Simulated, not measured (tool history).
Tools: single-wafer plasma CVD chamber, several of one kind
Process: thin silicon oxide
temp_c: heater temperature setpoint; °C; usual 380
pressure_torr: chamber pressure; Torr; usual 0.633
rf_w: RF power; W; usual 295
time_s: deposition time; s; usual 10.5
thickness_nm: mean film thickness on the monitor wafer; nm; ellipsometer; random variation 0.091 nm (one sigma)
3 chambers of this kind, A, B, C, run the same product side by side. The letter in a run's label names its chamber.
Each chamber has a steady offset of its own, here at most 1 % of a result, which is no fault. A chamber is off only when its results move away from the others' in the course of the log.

run	day	temp_c	pressure_torr	rf_w	time_s	read-back reference wafer on the same gauge, thickness_nm	thickness_nm
1A	0.154	380	0.633	295	10.5	16.006	15.383
2B	0.379	380	0.633	295	10.5	16.004	15.364
3C	0.492	380	0.633	295	10.5	15.996	15.248
4B	0.708	380	0.633	295	10.5	16.009	15.369
5C	0.812	380	0.633	295	10.5	15.981	15.243
6A	0.992	380	0.633	295	10.5	16.008	15.448
7A	1.1	380	0.633	295	10.5	15.992	15.455
# day 1.208: chamber B: thermocouple changed; heater temperature recalibrated
8B	1.292	380	0.633	295	10.5	15.982	15.371
9C	1.421	380	0.633	295	10.5	15.986	15.112
10A	1.596	380	0.633	295	10.5	15.99	15.318
11B	1.783	380	0.633	295	10.5	15.975	15.31
12C	1.9	380	0.633	295	10.5	16.016	15.226
13C	2.133	380	0.633	295	10.5	16.005	15.294
14A	2.292	380	0.633	295	10.5	16.006	15.32
15B	2.467	380	0.633	295	10.5	15.981	15.478
16C	2.671	380	0.633	295	10.5	16.008	15.213
17B	2.854	380	0.633	295	10.5	15.999	15.353
18A	3.008	380	0.633	295	10.5	16.005	15.404
19A	3.238	380	0.633	295	10.5	15.994	15.573
20B	3.438	380	0.633	295	10.5	15.985	15.127
21C	3.642	380	0.633	295	10.5	15.987	15.114
22A	3.854	373	0.703	295	10.5	16.012	17.218
23B	4.038	373	0.703	295	10.5	16.014	17.216
24C	4.192	373	0.703	295	10.5	15.998	16.99
25A	4.367	380	0.633	295	10.5	16.031	15.334

All 3 chambers run these settings next. Forecast each chamber's results:
26A	4.529	380	0.633	295	8.6		?
26B	4.529	380	0.633	295	8.6		?
26C	4.529	380	0.633	295	8.6		?

run	thickness_nm
26A	12.698
26B	12.602
26C	12.476

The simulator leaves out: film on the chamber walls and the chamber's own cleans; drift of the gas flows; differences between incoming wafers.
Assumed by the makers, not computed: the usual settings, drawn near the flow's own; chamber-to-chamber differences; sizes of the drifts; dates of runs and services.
